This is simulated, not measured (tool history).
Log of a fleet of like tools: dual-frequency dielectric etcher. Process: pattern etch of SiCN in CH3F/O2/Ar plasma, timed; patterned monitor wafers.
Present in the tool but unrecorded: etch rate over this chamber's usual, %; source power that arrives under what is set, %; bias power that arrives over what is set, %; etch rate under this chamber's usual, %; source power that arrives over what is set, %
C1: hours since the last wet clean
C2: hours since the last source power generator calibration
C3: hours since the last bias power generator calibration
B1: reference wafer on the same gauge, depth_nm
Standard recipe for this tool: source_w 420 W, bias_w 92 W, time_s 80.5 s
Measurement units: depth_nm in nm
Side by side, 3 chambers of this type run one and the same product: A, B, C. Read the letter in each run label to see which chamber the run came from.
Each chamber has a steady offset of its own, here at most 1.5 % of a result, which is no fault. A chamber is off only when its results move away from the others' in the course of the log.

Run 1A, day 0.283: usual settings; C1 333.4; C2 1797.1; C3 1195.0; B1 35.309. Result: depth_nm 33.707 nm.
Run 2C, day 0.529: usual settings; C1 174.8; C2 1998.9; C3 2305.6; B1 35.311. Result: depth_nm 33.972 nm.
Run 3B, day 0.775: usual settings; C1 40.8; C2 2643.3; C3 550.0; B1 35.316. Result: depth_nm 33.448 nm.
Run 4C, day 1.017: usual settings; C1 186.5; C2 2010.6; C3 2317.3; B1 35.336. Result: depth_nm 33.988 nm.
Run 5B, day 1.250: usual settings but bias_w 102 W; C1 52.2; C2 2654.7; C3 561.4; B1 35.325. Result: depth_nm 34.754 nm.
Run 6A, day 1.488: usual settings but bias_w 102 W; C1 362.3; C2 1826.0; C3 1223.9; B1 35.329. Result: depth_nm 35.067 nm.
Run 7A, day 1.704: usual settings but bias_w 102 W; C1 367.5; C2 1831.2; C3 1229.1; B1 35.338. Result: depth_nm 35.112 nm.
Run 8C, day 1.867: usual settings; C1 206.9; C2 2031.0; C3 2337.7; B1 35.341. Result: depth_nm 34.012 nm.
Run 9B, day 2.062: usual settings but source_w 510 W, bias_w 78 W; C1 71.7; C2 2674.2; C3 580.9; B1 35.344. Result: depth_nm 33.853 nm.
Run 10B, day 2.288: usual settings but source_w 510 W, bias_w 78 W; C1 77.1; C2 2679.6; C3 586.3; B1 35.358. Result: depth_nm 33.927 nm.
Run 11C, day 2.538: usual settings but source_w 510 W, bias_w 78 W; C1 223.0; C2 2047.1; C3 2353.8; B1 35.363. Result: depth_nm 34.381 nm.
Run 12A, day 2.796: usual settings; C1 393.7; C2 1857.4; C3 1255.3; B1 35.360. Result: depth_nm 33.722 nm.
Run 13B, day 2.967: usual settings; C1 93.4; C2 2695.9; C3 602.6; B1 35.376. Result: depth_nm 33.566 nm.
Run 14C, day 3.204: usual settings; C1 239.0; C2 2063.1; C3 2369.8; B1 35.368. Result: depth_nm 34.077 nm.
Run 15A, day 3.412: usual settings; C1 408.5; C2 1872.2; C3 1270.1; B1 35.372. Result: depth_nm 33.652 nm.
Run 16C, day 3.683: usual settings; C1 250.5; C2 2074.6; C3 2381.3; B1 35.385. Result: depth_nm 34.013 nm.
Run 17B, day 3.862: usual settings; C1 114.9; C2 2717.4; C3 624.1; B1 35.383. Result: depth_nm 33.587 nm.
Run 18A, day 4.138: usual settings; C1 425.9; C2 1889.6; C3 1287.5; B1 35.396. Result: depth_nm 33.726 nm.
Run 19C, day 4.375: usual settings; C1 267.1; C2 2091.2; C3 2397.9; B1 35.385. Result: depth_nm 34.006 nm.
Run 20A, day 4.512: usual settings; C1 434.9; C2 1898.6; C3 1296.5; B1 35.411. Result: depth_nm 33.767 nm.
Run 21B, day 4.762: usual settings; C1 136.5; C2 2739.0; C3 645.7; B1 35.409. Result: depth_nm 33.526 nm.
Run 22B, day 5.012: usual settings; C1 142.5; C2 2745.0; C3 651.7; B1 35.406. Result: depth_nm 33.598 nm.
Run 23A, day 5.162: usual settings; C1 450.5; C2 1914.2; C3 1312.1; B1 35.421. Result: depth_nm 33.762 nm.
Run 24C, day 5.342: usual settings; C1 290.3; C2 2114.4; C3 2421.1; B1 35.407. Result: depth_nm 34.107 nm.
Run 25B, day 5.604: usual settings; C1 156.7; C2 2759.2; C3 665.9; B1 35.417. Result: depth_nm 33.568 nm.
Run 26A, day 5.867: usual settings; C1 467.4; C2 1931.1; C3 1329.0; B1 35.439. Result: depth_nm 33.818 nm.
Run 27C, day 6.150: usual settings; C1 309.7; C2 2133.8; C3 2440.5; B1 35.427. Result: depth_nm 34.123 nm.
Run 28B, day 6.275: usual settings; C1 172.8; C2 2775.3; C3 682.0; B1 35.456. Result: depth_nm 33.535 nm.
Run 29C, day 6.400: usual settings; C1 315.7; C2 2139.8; C3 2446.5; B1 35.445. Result: depth_nm 34.118 nm.
Run 30A, day 6.554: usual settings; C1 483.9; C2 1947.6; C3 1345.5; B1 35.457. Result: depth_nm 33.815 nm.
Run 31C, day 6.838: usual settings; C1 326.2; C2 2150.3; C3 2457.0; B1 35.465. Result: depth_nm 34.131 nm.
Run 32A, day 7.092: usual settings; C1 496.8; C2 1960.5; C3 1358.4; B1 35.455. Result: depth_nm 33.759 nm.
Run 33B, day 7.254: usual settings; C1 196.3; C2 2798.8; C3 705.5; B1 35.477. Result: depth_nm 33.674 nm.
Run 34C, day 7.512: usual settings; C1 342.4; C2 2166.5; C3 2473.2; B1 35.475. Result: depth_nm 34.130 nm.
Run 35B, day 7.742: usual settings; C1 208.0; C2 2810.5; C3 717.2; B1 35.490. Result: depth_nm 33.570 nm.
Run 36A, day 7.958: usual settings but time_s 99.5 s; C1 517.6; C2 1981.3; C3 1379.2; B1 35.486. Result: depth_nm 41.837 nm.
Run 37A, day 8.246: usual settings but time_s 99.5 s; C1 524.5; C2 1988.2; C3 1386.1; B1 35.488. Result: depth_nm 41.852 nm.
Run 38C, day 8.475: usual settings but time_s 99.5 s; C1 365.5; C2 2189.6; C3 2496.3; B1 35.502. Result: depth_nm 42.225 nm.
Run 39B, day 8.662: usual settings; C1 230.1; C2 2832.6; C3 739.3; B1 35.516. Result: depth_nm 33.620 nm.
Run 40A, day 8.942: usual settings; C1 541.2; C2 2004.9; C3 1402.8; B1 35.482. Result: depth_nm 33.870 nm.
Run 41C, day 9.225: usual settings; C1 383.5; C2 2207.6; C3 2514.3; B1 35.503. Result: depth_nm 34.282 nm.

What goes on in this fleet: one chamber off, a drifting gauge, or nothing beyond the chambers' own small offsets? Name the chamber and the cause, if any.

No chamber is off; the gauge reading every chamber's wafers drifts, which makes the whole fleet appear to move together.
Likeliest cause: gauge reads high (%) = 0.605.

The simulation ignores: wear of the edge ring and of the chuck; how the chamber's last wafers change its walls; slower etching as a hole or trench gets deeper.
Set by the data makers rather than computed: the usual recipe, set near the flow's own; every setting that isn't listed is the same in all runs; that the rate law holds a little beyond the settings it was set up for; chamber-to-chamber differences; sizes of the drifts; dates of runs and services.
